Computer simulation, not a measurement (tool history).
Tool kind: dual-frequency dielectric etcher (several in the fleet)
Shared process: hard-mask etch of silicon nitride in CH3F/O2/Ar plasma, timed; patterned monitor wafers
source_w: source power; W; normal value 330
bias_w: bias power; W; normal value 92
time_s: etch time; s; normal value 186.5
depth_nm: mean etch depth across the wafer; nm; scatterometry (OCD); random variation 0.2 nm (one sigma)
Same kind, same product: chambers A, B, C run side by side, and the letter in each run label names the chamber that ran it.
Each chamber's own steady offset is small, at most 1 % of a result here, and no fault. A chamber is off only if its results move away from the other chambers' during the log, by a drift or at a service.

| run | hour | source_w | bias_w | time_s | read-back reference wafer on the same gauge, depth_nm | depth_nm |
|---|---|---|---|---|---|---|
| 1C | 11.6 | 330 | 92 | 186.5 | 154.01 | 133.16 |
| 2A | 22.8 | 330 | 92 | 186.5 | 153.97 | 132.15 |
| 3B | 30.8 | 330 | 92 | 186.5 | 153.88 | 131.72 |
| 4A | 41.6 | 330 | 92 | 186.5 | 153.94 | 132.14 |
| 5B | 51.3 | 330 | 92 | 186.5 | 153.81 | 131.8 |
| 6C | 62.3 | 330 | 84 | 186.5 | 153.89 | 128.76 |
| 7B | 70.3 | 330 | 84 | 186.5 | 153.84 | 127.38 |
| 8A | 77.3 | 330 | 84 | 186.5 | 153.84 | 127.46 |
| 9C | 83.1 | 290 | 80 | 186.5 | 153.78 | 120.26 |
| 10A | 95 | 290 | 80 | 186.5 | 153.76 | 119.63 |
| 11B | 100.9 | 290 | 80 | 186.5 | 153.72 | 118.98 |
| 12C | 110.6 | 330 | 92 | 186.5 | 153.75 | 133.44 |
| 13A | 118.8 | 330 | 92 | 186.5 | 153.65 | 131.8 |
| 14B | 126.1 | 330 | 92 | 186.5 | 153.73 | 131.03 |
| 15C | 136.3 | 330 | 92 | 186.5 | 153.72 | 133.02 |
| 16C | 148.7 | 330 | 92 | 186.5 | 153.64 | 132.91 |
| 17A | 154.5 | 330 | 92 | 186.5 | 153.67 | 131.84 |
|  | 154.7 | chamber B: wet clean of the chamber |
| 18B | 164.6 | 330 | 80 | 186.5 | 153.59 | 124.91 |
| 19A | 170.8 | 330 | 80 | 186.5 | 153.57 | 125.39 |
| 20C | 180.7 | 330 | 80 | 186.5 | 153.55 | 126.78 |
| 21B | 189.3 | 330 | 92 | 186.5 | 153.54 | 131.36 |
| 22B | 197.6 | 330 | 92 | 186.5 | 153.52 | 131.68 |
| 23C | 207.6 | 330 | 92 | 186.5 | 153.48 | 133.09 |
| 24A | 216.6 | 330 | 92 | 186.5 | 153.47 | 131.9 |
| 25A | 227.9 | 260 | 107 | 186.5 | 153.45 | 127.28 |
| 26C | 235.1 | 260 | 107 | 186.5 | 153.47 | 128.41 |
| 27B | 242.5 | 260 | 107 | 186.5 | 153.47 | 127.16 |
| 28B | 254.4 | 330 | 92 | 186.5 | 153.48 | 131.13 |
| 29C | 267.5 | 330 | 92 | 186.5 | 153.41 | 132.56 |
| 30A | 274.9 | 330 | 92 | 186.5 | 153.37 | 131.3 |
| 31A | 285.5 | 330 | 92 | 186.5 | 153.39 | 131.68 |
| 32B | 295.2 | 330 | 92 | 186.5 | 153.31 | 131.18 |
| 33C | 308.1 | 330 | 92 | 186.5 | 153.26 | 132.61 |
| 34C | 315.5 | 330 | 92 | 186.5 | 153.25 | 132.87 |
| 35B | 321.4 | 330 | 92 | 186.5 | 153.22 | 131.12 |
| 36A | 333.4 | 330 | 92 | 186.5 | 153.21 | 131.64 |
| 37B | 339.3 | 330 | 92 | 186.5 | 153.24 | 130.86 |
| 38C | 350.5 | 330 | 92 | 186.5 | 153.18 | 132.62 |
| 39A | 361 | 330 | 92 | 186.5 | 153.12 | 131.7 |
| 40C | 366.9 | 330 | 92 | 186.5 | 153.14 | 132.42 |
| 41B | 374 | 390 | 102 | 186.5 | 153.13 | 145.16 |
| 42A | 385 | 390 | 102 | 186.5 | 153.1 | 144.92 |
| 43B | 392.7 | 390 | 102 | 186.5 | 153.14 | 144.64 |

Read the log: is a single chamber off, either drifting away or since a service, is the gauge that measures every chamber drifting, or is nothing wrong beyond small per-chamber offsets? Name any odd chamber and what most likely caused it.

Gauge drift. The chambers move together only on paper, and none stands off.
Cause: gauge reads low (%) = 0.603.
